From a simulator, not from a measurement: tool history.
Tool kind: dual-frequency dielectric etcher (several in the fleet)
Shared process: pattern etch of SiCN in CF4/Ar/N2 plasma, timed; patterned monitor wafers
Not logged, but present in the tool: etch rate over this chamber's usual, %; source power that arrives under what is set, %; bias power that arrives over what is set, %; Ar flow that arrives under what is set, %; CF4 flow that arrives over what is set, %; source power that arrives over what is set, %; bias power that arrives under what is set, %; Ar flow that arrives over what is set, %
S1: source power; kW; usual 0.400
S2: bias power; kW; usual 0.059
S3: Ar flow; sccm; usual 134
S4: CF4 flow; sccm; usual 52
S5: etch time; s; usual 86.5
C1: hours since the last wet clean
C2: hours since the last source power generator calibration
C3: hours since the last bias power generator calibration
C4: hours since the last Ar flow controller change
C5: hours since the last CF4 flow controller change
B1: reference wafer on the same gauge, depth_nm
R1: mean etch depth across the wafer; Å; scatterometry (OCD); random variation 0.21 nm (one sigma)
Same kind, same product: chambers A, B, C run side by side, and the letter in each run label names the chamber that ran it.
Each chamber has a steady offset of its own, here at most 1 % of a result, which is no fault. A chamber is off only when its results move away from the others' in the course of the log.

{"run": "1A", "day": 0.362, "S1": 0.4, "S2": 0.059, "S3": 134, "S4": 52, "S5": 86.5, "C1": 316.3, "C2": 2430.5, "C3": 2318.0, "C4": 668.5, "C5": 5153.5, "B1": 57.004, "R1": 564.31}
{"run": "2B", "day": 0.925, "S1": 0.4, "S2": 0.059, "S3": 134, "S4": 52, "S5": 86.5, "C1": 202.1, "C2": 1098.0, "C3": 3508.6, "C4": 1070.2, "C5": 4331.7, "B1": 56.979, "R1": 567.01}
{"run": "3C", "day": 1.512, "S1": 0.4, "S2": 0.059, "S3": 134, "S4": 52, "S5": 86.5, "C1": 121.0, "C2": 1915.9, "C3": 4139.6, "C4": 3136.4, "C5": 777.4, "B1": 56.991, "R1": 566.93}
{"run": "4B", "day": 2.096, "S1": 0.4, "S2": 0.059, "S3": 134, "S4": 52, "S5": 86.5, "C1": 230.2, "C2": 1126.1, "C3": 3536.7, "C4": 1098.3, "C5": 4359.8, "B1": 56.99, "R1": 564.08}
{"day": 2.454, "done": "chamber C: Ar flow controller replaced"}
{"run": "5C", "day": 2.571, "S1": 0.4, "S2": 0.059, "S3": 134, "S4": 52, "S5": 86.5, "C1": 146.4, "C2": 1941.3, "C3": 4165.0, "C4": 2.8, "C5": 802.8, "B1": 56.993, "R1": 570.34}
{"run": "6A", "day": 3.125, "S1": 0.4, "S2": 0.059, "S3": 134, "S4": 52, "S5": 86.5, "C1": 382.6, "C2": 2496.8, "C3": 2384.3, "C4": 734.8, "C5": 5219.8, "B1": 56.981, "R1": 564.65}
{"run": "7A", "day": 3.454, "S1": 0.4, "S2": 0.059, "S3": 134, "S4": 52, "S5": 86.5, "C1": 390.5, "C2": 2504.7, "C3": 2392.2, "C4": 742.7, "C5": 5227.7, "B1": 57.003, "R1": 558.35}
{"run": "8B", "day": 3.833, "S1": 0.4, "S2": 0.059, "S3": 134, "S4": 52, "S5": 86.5, "C1": 271.9, "C2": 1167.8, "C3": 3578.4, "C4": 1140.0, "C5": 4401.5, "B1": 56.997, "R1": 561.08}
{"run": "9C", "day": 4.279, "S1": 0.4, "S2": 0.059, "S3": 134, "S4": 52, "S5": 86.5, "C1": 187.4, "C2": 1982.3, "C3": 4206.0, "C4": 43.8, "C5": 843.8, "B1": 57.039, "R1": 568.67}
{"run": "10B", "day": 4.875, "S1": 0.4, "S2": 0.059, "S3": 134, "S4": 52, "S5": 86.5, "C1": 296.9, "C2": 1192.8, "C3": 3603.4, "C4": 1165.0, "C5": 4426.5, "B1": 57.012, "R1": 568.53}
{"day": 5.029, "done": "chamber A: CF4 flow controller replaced"}
{"run": "11C", "day": 5.479, "S1": 0.4, "S2": 0.059, "S3": 134, "S4": 52, "S5": 86.5, "C1": 216.2, "C2": 2011.1, "C3": 4234.8, "C4": 72.6, "C5": 872.6, "B1": 56.958, "R1": 570.06}
{"run": "12A", "day": 5.788, "S1": 0.4, "S2": 0.059, "S3": 134, "S4": 52, "S5": 86.5, "C1": 446.5, "C2": 2560.7, "C3": 2448.2, "C4": 798.7, "C5": 18.2, "B1": 56.989, "R1": 558.47}
{"run": "13A", "day": 6.304, "S1": 0.45, "S2": 0.059, "S3": 134, "S4": 52, "S5": 61.0, "C1": 458.9, "C2": 2573.1, "C3": 2460.6, "C4": 811.1, "C5": 30.6, "B1": 56.968, "R1": 437.65}
{"run": "14B", "day": 6.596, "S1": 0.45, "S2": 0.059, "S3": 134, "S4": 52, "S5": 61.0, "C1": 338.2, "C2": 1234.1, "C3": 3644.7, "C4": 1206.3, "C5": 4467.8, "B1": 57.051, "R1": 440.94}
{"run": "15C", "day": 6.933, "S1": 0.45, "S2": 0.059, "S3": 134, "S4": 52, "S5": 61.0, "C1": 251.1, "C2": 2046.0, "C3": 4269.7, "C4": 107.5, "C5": 907.5, "B1": 57.02, "R1": 447.93}
{"run": "16A", "day": 7.229, "S1": 0.4, "S2": 0.059, "S3": 134, "S4": 52, "S5": 86.5, "C1": 481.1, "C2": 2595.3, "C3": 2482.8, "C4": 833.3, "C5": 52.8, "B1": 56.998, "R1": 560.23}
{"run": "17C", "day": 7.679, "S1": 0.4, "S2": 0.059, "S3": 134, "S4": 52, "S5": 86.5, "C1": 269.0, "C2": 2063.9, "C3": 4287.6, "C4": 125.4, "C5": 925.4, "B1": 56.956, "R1": 569.71}
{"run": "18B", "day": 7.95, "S1": 0.4, "S2": 0.059, "S3": 134, "S4": 52, "S5": 86.5, "C1": 370.7, "C2": 1266.6, "C3": 3677.2, "C4": 1238.8, "C5": 4500.3, "B1": 56.998, "R1": 564.19}
{"run": "19A", "day": 8.25, "S1": 0.4, "S2": 0.059, "S3": 134, "S4": 52, "S5": 86.5, "C1": 505.6, "C2": 2619.8, "C3": 2507.3, "C4": 857.8, "C5": 77.3, "B1": 56.981, "R1": 555.22}
{"run": "20C", "day": 8.562, "S1": 0.4, "S2": 0.059, "S3": 134, "S4": 52, "S5": 86.5, "C1": 290.2, "C2": 2085.1, "C3": 4308.8, "C4": 146.6, "C5": 946.6, "B1": 56.968, "R1": 571.15}
{"day": 9.0, "done": "chamber A: wet clean of the chamber"}
{"run": "21B", "day": 9.125, "S1": 0.4, "S2": 0.059, "S3": 134, "S4": 52, "S5": 86.5, "C1": 398.9, "C2": 1294.8, "C3": 3705.4, "C4": 1267.0, "C5": 4528.5, "B1": 56.991, "R1": 567.42}
{"run": "22B", "day": 9.542, "S1": 0.4, "S2": 0.059, "S3": 134, "S4": 52, "S5": 86.5, "C1": 408.9, "C2": 1304.8, "C3": 3715.4, "C4": 1277.0, "C5": 4538.5, "B1": 57.001, "R1": 567.51}
{"run": "23A", "day": 9.883, "S1": 0.4, "S2": 0.059, "S3": 134, "S4": 52, "S5": 86.5, "C1": 21.3, "C2": 2659.0, "C3": 2546.5, "C4": 897.0, "C5": 116.5, "B1": 57.018, "R1": 555.68}
{"run": "24C", "day": 10.362, "S1": 0.4, "S2": 0.059, "S3": 134, "S4": 52, "S5": 86.5, "C1": 333.4, "C2": 2128.3, "C3": 4352.0, "C4": 189.8, "C5": 989.8, "B1": 56.962, "R1": 570.78}
{"day": 10.642, "done": "chamber C: bias power generator calibrated"}
{"run": "25B", "day": 10.675, "S1": 0.4, "S2": 0.059, "S3": 134, "S4": 52, "S5": 86.5, "C1": 436.1, "C2": 1332.0, "C3": 3742.6, "C4": 1304.2, "C5": 4565.7, "B1": 56.977, "R1": 567.41}
{"day": 11.167, "done": "chamber B: wet clean of the chamber"}
{"run": "26C", "day": 11.238, "S1": 0.4, "S2": 0.068, "S3": 134, "S4": 52, "S5": 86.5, "C1": 354.4, "C2": 2149.3, "C3": 14.3, "C4": 210.8, "C5": 1010.8, "B1": 56.974, "R1": 599.65}
{"run": "27A", "day": 11.679, "S1": 0.4, "S2": 0.068, "S3": 134, "S4": 52, "S5": 86.5, "C1": 64.4, "C2": 2702.1, "C3": 2589.6, "C4": 940.1, "C5": 159.6, "B1": 57.012, "R1": 583.31}
{"run": "28A", "day": 12.212, "S1": 0.4, "S2": 0.068, "S3": 134, "S4": 52, "S5": 86.5, "C1": 77.2, "C2": 2714.9, "C3": 2602.4, "C4": 952.9, "C5": 172.4, "B1": 57.04, "R1": 582.85}
{"day": 12.3, "done": "chamber C: wet clean of the chamber"}
{"run": "29C", "day": 12.596, "S1": 0.4, "S2": 0.059, "S3": 134, "S4": 52, "S5": 86.5, "C1": 7.2, "C2": 2181.9, "C3": 46.9, "C4": 243.4, "C5": 1043.4, "B1": 57.027, "R1": 568.85}
{"day": 13.042, "done": "chamber B: bias power generator calibrated"}
{"run": "30B", "day": 13.083, "S1": 0.4, "S2": 0.059, "S3": 134, "S4": 52, "S5": 86.5, "C1": 46.1, "C2": 1389.8, "C3": 1.0, "C4": 1362.0, "C5": 4623.5, "B1": 56.944, "R1": 564.41}
{"run": "31C", "day": 13.629, "S1": 0.4, "S2": 0.059, "S3": 134, "S4": 52, "S5": 86.5, "C1": 32.0, "C2": 2206.7, "C3": 71.7, "C4": 268.2, "C5": 1068.2, "B1": 57.027, "R1": 569.23}
{"run": "32B", "day": 14.058, "S1": 0.4, "S2": 0.059, "S3": 134, "S4": 52, "S5": 86.5, "C1": 69.5, "C2": 1413.2, "C3": 24.4, "C4": 1385.4, "C5": 4646.9, "B1": 56.988, "R1": 568.44}
{"run": "33A", "day": 14.396, "S1": 0.4, "S2": 0.059, "S3": 134, "S4": 52, "S5": 108.0, "C1": 129.6, "C2": 2767.3, "C3": 2654.8, "C4": 1005.3, "C5": 224.8, "B1": 57.029, "R1": 689.46}
{"run": "34B", "day": 14.825, "S1": 0.4, "S2": 0.059, "S3": 134, "S4": 52, "S5": 108.0, "C1": 87.9, "C2": 1431.6, "C3": 42.8, "C4": 1403.8, "C5": 4665.3, "B1": 57.014, "R1": 706.15}
{"run": "35A", "day": 15.171, "S1": 0.4, "S2": 0.059, "S3": 134, "S4": 52, "S5": 108.0, "C1": 148.2, "C2": 2785.9, "C3": 2673.4, "C4": 1023.9, "C5": 243.4, "B1": 57.022, "R1": 682.81}
{"run": "36C", "day": 15.675, "S1": 0.4, "S2": 0.059, "S3": 134, "S4": 52, "S5": 86.5, "C1": 81.1, "C2": 2255.8, "C3": 120.8, "C4": 317.3, "C5": 1117.3, "B1": 57.006, "R1": 569.67}
{"run": "37C", "day": 16.133, "S1": 0.4, "S2": 0.059, "S3": 134, "S4": 52, "S5": 86.5, "C1": 92.1, "C2": 2266.8, "C3": 131.8, "C4": 328.3, "C5": 1128.3, "B1": 56.975, "R1": 571.05}
{"run": "38B", "day": 16.758, "S1": 0.4, "S2": 0.059, "S3": 134, "S4": 52, "S5": 86.5, "C1": 134.3, "C2": 1478.0, "C3": 89.2, "C4": 1450.2, "C5": 4711.7, "B1": 57.002, "R1": 567.13}
{"run": "39A", "day": 17.096, "S1": 0.4, "S2": 0.059, "S3": 134, "S4": 52, "S5": 86.5, "C1": 194.4, "C2": 2832.1, "C3": 2719.6, "C4": 1070.1, "C5": 289.6, "B1": 57.057, "R1": 545.68}

All chambers now run identical settings, listed one chamber a line with results as question marks. What results will each chamber show?
{"run": "40A", "day": 17.546, "S1": 0.4, "S2": 0.059, "S3": 134, "S4": 58, "S5": 86.5, "R1": "?"}
{"run": "40B", "day": 17.546, "S1": 0.4, "S2": 0.059, "S3": 134, "S4": 58, "S5": 86.5, "R1": "?"}
{"run": "40C", "day": 17.546, "S1": 0.4, "S2": 0.059, "S3": 134, "S4": 58, "S5": 86.5, "R1": "?"}

run=40A R1=556.71
run=40B R1=574.75
run=40C R1=580.60
